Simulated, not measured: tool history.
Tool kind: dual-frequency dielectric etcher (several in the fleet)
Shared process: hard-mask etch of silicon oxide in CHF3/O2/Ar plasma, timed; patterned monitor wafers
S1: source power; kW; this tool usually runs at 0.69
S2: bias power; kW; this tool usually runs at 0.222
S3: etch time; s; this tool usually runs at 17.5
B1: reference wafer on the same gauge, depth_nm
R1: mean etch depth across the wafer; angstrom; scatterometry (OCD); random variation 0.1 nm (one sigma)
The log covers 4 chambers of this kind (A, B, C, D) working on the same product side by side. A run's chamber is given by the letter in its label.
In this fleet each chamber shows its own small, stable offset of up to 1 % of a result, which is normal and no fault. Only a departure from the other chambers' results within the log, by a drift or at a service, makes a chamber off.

run   hour    S1     S2    S3      B1      R1
 1C    2.6  0.69  0.222  17.5    42.6  391.46
 2A    6.6  0.69  0.222  17.5  42.619  389.84
 3D     12  0.69  0.222  17.5  42.611     392
 4B   14.8  0.69  0.222  17.5  42.594  395.11
 5A   19.6  0.69  0.222  17.5  42.606  391.44
 6D   22.6  0.69  0.222  17.5    42.6  391.68
 7B   26.9  0.69  0.222  17.5  42.576  393.81
 8C   29.6  0.69  0.222  17.5  42.623  391.91
 9A   32.8  0.69  0.222  17.5  42.599  391.69
10C   35.4  0.69  0.222  17.5  42.601  389.53
11D   39.2  0.69  0.222  17.5  42.602  392.44
12B   43.8  0.69  0.222  17.5  42.607  395.33
13B     47  0.69  0.222  17.5  42.566  394.91
14D   50.8  0.69  0.222  17.5  42.632  392.03
15C   54.7  0.69  0.222  17.5  42.614   389.5
16A   57.4  0.69  0.222  17.5  42.606  389.94
        60  -- chamber A: wet clean of the chamber
17C     62  0.69  0.222  17.5  42.583  390.14
18D   65.9  0.69  0.222  17.5  42.595  393.62
      68.1  -- chamber B: source power generator calibrated
19A   70.4  0.69  0.222  17.5   42.58  391.67
20B   74.5  0.69  0.222  17.5  42.642  393.47
21D   78.8  0.69  0.222  17.5  42.576  394.41
22B   82.5   0.6  0.222  17.5  42.599  370.73
23A   87.6   0.6  0.222  17.5  42.609   369.6
24C     91   0.6  0.222  17.5  42.603  367.27
25D   94.5   0.6  0.222  17.5  42.596  371.77
26C   97.7  0.69  0.222  17.5  42.624  386.49
27B  102.4  0.69  0.222  17.5  42.609  393.45
     102.9  -- chamber A: bias power generator calibrated
28A  107.7  0.69  0.222  17.5  42.585  392.26
29D    111  0.69  0.222  17.5  42.586  395.07
30B  115.9  0.69  0.222  17.5  42.613  392.12
31A  118.4  0.69  0.222  17.5  42.597  391.12
32C  123.3  0.69  0.222  17.5  42.603  382.82
33A  128.1  0.69  0.222  17.5  42.584  390.15

All 4 chambers run these settings next. Forecast each chamber's results:
34A   132  0.69  0.222  17.5       ?
34B   132  0.69  0.222  17.5       ?
34C   132  0.69  0.222  17.5       ?
34D   132  0.69  0.222  17.5       ?

run      R1
34A  391.74
34B  392.85
34C  383.96
34D  393.48

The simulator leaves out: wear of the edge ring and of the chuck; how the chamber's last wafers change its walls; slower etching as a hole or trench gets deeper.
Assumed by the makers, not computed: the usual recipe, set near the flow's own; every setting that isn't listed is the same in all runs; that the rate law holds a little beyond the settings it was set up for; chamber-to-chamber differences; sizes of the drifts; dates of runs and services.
